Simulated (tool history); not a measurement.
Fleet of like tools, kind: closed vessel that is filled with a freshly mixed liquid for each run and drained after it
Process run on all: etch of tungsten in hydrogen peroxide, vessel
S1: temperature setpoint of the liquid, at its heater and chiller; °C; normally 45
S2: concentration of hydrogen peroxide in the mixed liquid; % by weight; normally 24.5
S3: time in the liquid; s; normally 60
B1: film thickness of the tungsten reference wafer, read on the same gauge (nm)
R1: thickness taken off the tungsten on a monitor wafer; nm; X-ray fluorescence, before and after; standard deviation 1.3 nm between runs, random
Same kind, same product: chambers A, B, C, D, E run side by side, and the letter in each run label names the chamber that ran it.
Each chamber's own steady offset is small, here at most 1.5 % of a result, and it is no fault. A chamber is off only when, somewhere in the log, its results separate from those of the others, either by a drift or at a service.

run	hour	S1	S2	S3	B1	R1
1D	4.7	45	24.5	60	50.008	129.68
2A	9.6	45	24.5	60	50.016	131.68
3E	12	45	24.5	60	50.009	129.75
4C	15.1	45	24.5	60	50.006	131.52
5B	17.9	45	24.5	60	50.012	133.38
6D	22.5	45	24.5	60	50.001	130.34
7C	25.9	45	24.5	60	50.009	131.14
8E	31	45	24.5	60	50.001	129.85
9B	33.8	45	24.5	60	50.001	133.47
10A	36.2	45	24.5	60	49.997	130.65
11E	39.9	45	24.5	60	50.013	130.5
12B	43.6	45	24.5	60	49.983	133.23
13A	46	45	24.5	60	50.017	131
14D	50.8	45	24.5	60	50.007	130.44
15C	54.4	45	24.5	60	50.005	133.34
# hour 54.6: chamber D: peroxide flow meter replaced
16C	57.5	45	28	35	49.958	83.863
17D	62	45	28	35	49.993	83.216
18A	65.4	45	28	35	50.035	81.39
19E	69	45	28	35	49.977	81.313
20B	71.6	45	28	35	50.015	82.078
21A	76.4	45	24.5	60	50.005	131.97
22B	80.7	45	29	60	50.007	141.96
23C	83.7	45	29	60	49.995	149.57
24E	87.3	45	29	60	50	142.38
25D	91.4	45	29	60	50.025	145.46
26E	96.1	45	29	60	49.997	143.66
27A	99.9	40	20	60	50.023	84.229
28D	102.7	40	20	60	49.993	87.137
29B	107.3	40	20	60	49.985	86.608
30C	112	40	20	60	50.018	90.653
31C	115.1	40	20	60	49.996	92.456
32B	119.6	45	24.5	60	50.031	133.01
33D	123.9	45	24.5	30	50.021	66.346
34E	128	45	24.5	30	49.976	64.934

Is one chamber off against the others, does the gauge drift, or is nothing wrong? If a chamber is off, say which, and what the likeliest cause is.

It is chamber C that slowly wanders off from its peers.
Likeliest cause: liquid hotter than its thermometer reads (K) = 1.19.

Here are 4 candidates for chamber C's next run, each the usual settings with a change, their results left as question marks. Which one brings its results back in line with what the others give on the usual settings?
In line here means within this much of the mean the other chambers give on the usual settings: R1 4.5 nm
35C-1	131.8	45	24.5	65		?
35C-2	131.8	44	24.5	60		?
35C-3	131.8	44	24.5	55		?
35C-4	131.8	45	24.5	70		?

On the usual settings, the other chambers give on average: R1 131.89 nm
run	R1
35C-1	152.37
35C-2	132.01
35C-3	121.01
35C-4	164.09
The right change is 35C-2: it brings the chamber back within the allowed miss of the others.

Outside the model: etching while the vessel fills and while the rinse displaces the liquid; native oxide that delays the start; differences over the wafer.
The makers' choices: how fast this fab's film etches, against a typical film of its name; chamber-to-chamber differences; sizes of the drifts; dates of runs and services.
